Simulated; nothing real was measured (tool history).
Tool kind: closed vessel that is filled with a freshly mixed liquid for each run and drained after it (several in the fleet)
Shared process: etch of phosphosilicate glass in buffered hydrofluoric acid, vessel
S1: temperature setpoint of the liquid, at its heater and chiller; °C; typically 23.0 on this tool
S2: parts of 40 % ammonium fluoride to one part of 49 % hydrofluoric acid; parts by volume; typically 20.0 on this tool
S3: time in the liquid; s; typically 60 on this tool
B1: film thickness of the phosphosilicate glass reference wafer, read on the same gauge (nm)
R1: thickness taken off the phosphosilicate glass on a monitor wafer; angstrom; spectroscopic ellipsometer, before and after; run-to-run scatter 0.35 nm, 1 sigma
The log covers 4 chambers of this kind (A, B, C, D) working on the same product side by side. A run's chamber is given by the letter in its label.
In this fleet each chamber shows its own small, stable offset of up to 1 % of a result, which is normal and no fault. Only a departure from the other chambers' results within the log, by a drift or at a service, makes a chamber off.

run   hour    S1    S2  S3      B1       R1
 1D    3.1  23.0  20.0  60  50.014  1069.00
 2A    8.1  23.0  20.0  60  50.008  1066.10
 3C   14.6  23.0  20.0  60  50.022  1059.20
 4B   17.9  23.0  20.0  60  50.029  1069.00
 5C   21.1  23.0  20.0  60  50.023  1062.40
 6D   24.7  23.0  20.0  60  49.988  1068.70
 7B   29.7  23.0  20.0  60  50.032  1069.10
 8A   33.5  20.0  15.5  60  50.043  1146.50
 9D   38.6  20.0  15.5  60  49.980  1154.80
10C   41.6  20.0  15.5  60  50.012  1148.60
11A   46.7  20.0  15.5  60  50.022  1151.10
12B   52.8  23.0  20.0  60  49.958  1063.60
13D   56.2  23.0  20.0  60  49.989  1077.40
14A   60.0  23.0  20.0  60  50.038  1057.70
15B   64.4  23.0  20.0  60  49.994  1067.80
16C   67.8  23.0  20.0  60  50.008  1057.50
17D   71.3  23.0  17.0  80  50.005  1659.40
18A   74.3  23.0  17.0  80  50.006  1657.50
19B   80.2  23.0  17.0  80  50.046  1674.60
      80.8  -- chamber D: hydrofluoric acid flow meter replaced
20C   84.6  23.0  17.0  80  49.994  1653.30
21B   88.7  23.0  20.0  60  49.951  1077.30
22A   93.5  23.0  20.0  60  50.021  1062.80
23C   97.1  23.0  20.0  60  50.014  1059.80
24D  102.0  23.0  20.0  60  49.987  1071.00
25C  105.7  23.0  20.0  60  49.999  1056.00
26D  110.5  23.0  20.0  60  49.978  1066.40
27A  116.5  23.0  20.0  60  50.038  1068.20
28B  122.4  23.0  20.0  60  49.947  1066.60
29B  125.4  23.0  20.0  60  49.941  1066.90
30C  128.8  23.0  20.0  60  50.026  1061.00
31A  134.3  23.0  20.0  60  50.003  1069.70
32D  137.4  21.0  20.0  60  50.016   956.21
33B  141.5  21.0  20.0  60  49.977   953.60

What goes on in this fleet: one chamber off, a drifting gauge, or nothing beyond the chambers' own small offsets? Name the chamber and the cause, if any.

Nothing is wrong: each chamber keeps only its own small, steady offset and the gauge holds still.
